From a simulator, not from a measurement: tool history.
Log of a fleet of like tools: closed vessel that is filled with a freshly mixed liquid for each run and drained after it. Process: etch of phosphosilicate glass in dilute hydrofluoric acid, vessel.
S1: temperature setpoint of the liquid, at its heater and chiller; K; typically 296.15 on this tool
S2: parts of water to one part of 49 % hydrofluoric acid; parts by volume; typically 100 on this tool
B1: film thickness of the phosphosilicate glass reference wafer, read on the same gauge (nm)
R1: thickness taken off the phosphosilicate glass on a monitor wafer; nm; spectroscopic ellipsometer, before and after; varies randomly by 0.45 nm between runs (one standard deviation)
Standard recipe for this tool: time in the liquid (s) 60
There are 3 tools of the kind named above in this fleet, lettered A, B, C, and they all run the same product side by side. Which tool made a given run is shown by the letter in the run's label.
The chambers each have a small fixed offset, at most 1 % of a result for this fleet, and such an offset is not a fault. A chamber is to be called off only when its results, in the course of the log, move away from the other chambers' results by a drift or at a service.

{"run": "1B", "hour": 6.3, "S1": 296.15, "S2": 100, "time in the liquid (s)": 60, "B1": 120.02, "R1": 65.303}
{"run": "2C", "hour": 15.0, "S1": 296.15, "S2": 100, "time in the liquid (s)": 60, "B1": 119.98, "R1": 65.305}
{"run": "3A", "hour": 24.3, "S1": 296.15, "S2": 100, "time in the liquid (s)": 60, "B1": 120.0, "R1": 64.067}
{"run": "4B", "hour": 35.9, "S1": 296.15, "S2": 100, "time in the liquid (s)": 60, "B1": 119.98, "R1": 65.722}
{"run": "5C", "hour": 41.9, "S1": 296.15, "S2": 100, "time in the liquid (s)": 60, "B1": 120.01, "R1": 64.392}
{"run": "6A", "hour": 47.7, "S1": 298.65, "S2": 75, "time in the liquid (s)": 60, "B1": 120.0, "R1": 97.771}
{"run": "7C", "hour": 58.4, "S1": 298.65, "S2": 75, "time in the liquid (s)": 60, "B1": 120.01, "R1": 98.45}
{"run": "8A", "hour": 69.6, "S1": 298.65, "S2": 75, "time in the liquid (s)": 60, "B1": 120.01, "R1": 98.508}
{"run": "9B", "hour": 77.6, "S1": 296.15, "S2": 100, "time in the liquid (s)": 60, "B1": 119.99, "R1": 65.179}
{"run": "10C", "hour": 85.2, "S1": 296.15, "S2": 100, "time in the liquid (s)": 60, "B1": 119.98, "R1": 64.718}
{"run": "11A", "hour": 92.9, "S1": 296.15, "S2": 120, "time in the liquid (s)": 60, "B1": 120.0, "R1": 53.064}
{"run": "12B", "hour": 100.9, "S1": 296.15, "S2": 120, "time in the liquid (s)": 60, "B1": 120.01, "R1": 53.046}
{"run": "13A", "hour": 107.5, "S1": 296.15, "S2": 120, "time in the liquid (s)": 60, "B1": 120.0, "R1": 52.927}
{"run": "14C", "hour": 114.8, "S1": 296.15, "S2": 100, "time in the liquid (s)": 60, "B1": 120.0, "R1": 63.495}
{"run": "15B", "hour": 120.5, "S1": 296.15, "S2": 100, "time in the liquid (s)": 60, "B1": 119.99, "R1": 65.493}
{"run": "16A", "hour": 127.2, "S1": 296.15, "S2": 100, "time in the liquid (s)": 60, "B1": 119.99, "R1": 64.585}
{"run": "17B", "hour": 137.3, "S1": 296.15, "S2": 130, "time in the liquid (s)": 60, "B1": 120.01, "R1": 48.171}
{"run": "18C", "hour": 149.8, "S1": 296.15, "S2": 130, "time in the liquid (s)": 60, "B1": 119.99, "R1": 46.784}
{"run": "19B", "hour": 161.8, "S1": 296.15, "S2": 130, "time in the liquid (s)": 60, "B1": 119.98, "R1": 48.185}
{"run": "20A", "hour": 170.1, "S1": 299.15, "S2": 65, "time in the liquid (s)": 60, "B1": 120.0, "R1": 117.26}
{"run": "21C", "hour": 180.1, "S1": 299.15, "S2": 65, "time in the liquid (s)": 60, "B1": 119.99, "R1": 111.8}
{"run": "22A", "hour": 189.0, "S1": 299.15, "S2": 65, "time in the liquid (s)": 60, "B1": 120.01, "R1": 116.11}
{"run": "23C", "hour": 196.1, "S1": 296.15, "S2": 100, "time in the liquid (s)": 60, "B1": 120.0, "R1": 60.919}
{"run": "24B", "hour": 203.8, "S1": 296.15, "S2": 100, "time in the liquid (s)": 60, "B1": 119.99, "R1": 65.622}
{"run": "25A", "hour": 214.7, "S1": 296.15, "S2": 100, "time in the liquid (s)": 60, "B1": 120.01, "R1": 64.47}
{"run": "26C", "hour": 221.7, "S1": 296.15, "S2": 100, "time in the liquid (s)": 60, "B1": 120.01, "R1": 59.682}
{"run": "27B", "hour": 227.9, "S1": 296.15, "S2": 100, "time in the liquid (s)": 60, "B1": 119.99, "R1": 64.261}

Next, all 3 chambers run the settings below, one line each with question marks for the results. What does each chamber give?
{"run": "28A", "hour": 237.3, "S1": 296.15, "S2": 100, "time in the liquid (s)": 60, "R1": "?"}
{"run": "28B", "hour": 237.3, "S1": 296.15, "S2": 100, "time in the liquid (s)": 60, "R1": "?"}
{"run": "28C", "hour": 237.3, "S1": 296.15, "S2": 100, "time in the liquid (s)": 60, "R1": "?"}

run=28A R1=64.074
run=28B R1=65.185
run=28C R1=59.011
